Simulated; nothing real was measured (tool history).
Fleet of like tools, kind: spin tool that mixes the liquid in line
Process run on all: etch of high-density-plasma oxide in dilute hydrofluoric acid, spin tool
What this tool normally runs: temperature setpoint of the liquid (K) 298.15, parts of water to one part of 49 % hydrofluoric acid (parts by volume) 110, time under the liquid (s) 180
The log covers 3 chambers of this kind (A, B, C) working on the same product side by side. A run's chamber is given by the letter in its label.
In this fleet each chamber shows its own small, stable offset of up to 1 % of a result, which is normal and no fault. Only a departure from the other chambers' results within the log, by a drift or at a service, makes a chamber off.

run    day  temperature setpoint of the liquid (K)  parts of water to one part of 49 % hydrofluoric acid (parts by volume)  time under the liquid (s)  read-back film thickness of the high-density-plasma oxide reference wafer, read on the same gauge (nm)  thickness taken off the high-density-plasma oxide on a monitor wafer (Å)
 1C  0.279                                  298.15                                                                     110                        180                                                                                                  49.993                                                                     96.39
 2A  0.517                                  298.15                                                                     110                        180                                                                                                  50.009                                                                    98.828
 3B  0.742                                  298.15                                                                     110                        180                                                                                                  49.971                                                                     98.75
 4C  0.883                                  298.15                                                                     110                        180                                                                                                  50.035                                                                    97.845
 5B    1.1                                  294.15                                                                     110                        180                                                                                                  49.976                                                                    83.432
 6A   1.35                                  294.15                                                                     110                        180                                                                                                  49.991                                                                     83.45
 7B  1.604                                  294.15                                                                     110                        180                                                                                                  49.966                                                                     83.82
 8C  1.779                                  298.15                                                                     110                        180                                                                                                  50.009                                                                    97.277
 9A  1.933                                  298.15                                                                     110                        180                                                                                                  49.949                                                                     97.04
10C  2.229                                  298.15                                                                     110                        180                                                                                                  50.023                                                                    97.625
11A  2.454                                  298.15                                                                     110                        180                                                                                                  49.979                                                                    99.694
12B  2.683                                  298.15                                                                     110                        180                                                                                                  50.018                                                                    95.732
13C  2.908                                  298.15                                                                     110                        180                                                                                                  50.003                                                                    98.137
14A  3.096                                  298.15                                                                     110                        180                                                                                                  49.983                                                                    99.785
     3.262  -- chamber A: hydrofluoric acid flow meter replaced
15B  3.417                                  298.15                                                                     110                        180                                                                                                  50.019                                                                    95.264
16A  3.575                                  298.15                                                                     110                        180                                                                                                  49.999                                                                    98.472
17B  3.858                                  298.15                                                                     110                        180                                                                                                  49.972                                                                    95.033
18C  4.154                                  295.15                                                                     110                        140                                                                                                  50.006                                                                    67.677
19B  4.317                                  295.15                                                                     110                        140                                                                                                  49.997                                                                    65.464
20A  4.475                                  295.15                                                                     110                        140                                                                                                  50.002                                                                    68.952
21C  4.671                                  301.65                                                                     110                        180                                                                                                  50.035                                                                    110.15
22B   4.85                                  301.65                                                                     110                        180                                                                                                  50.027                                                                    106.42
23C  5.167                                  301.65                                                                     110                        180                                                                                                  50.007                                                                    110.88

For the next run the whole fleet of 3 chambers uses the same settings. Give each chamber's results:
24A  5.4                                  298.15                                                                     110                        180                                                                                                                                                                                 ?
24B  5.4                                  298.15                                                                     110                        180                                                                                                                                                                                 ?
24C  5.4                                  298.15                                                                     110                        180                                                                                                                                                                                 ?

run  thickness taken off the high-density-plasma oxide on a monitor wafer (Å)
24A                                                                      98.2
24B                                                                    92.025
24C                                                                    96.628
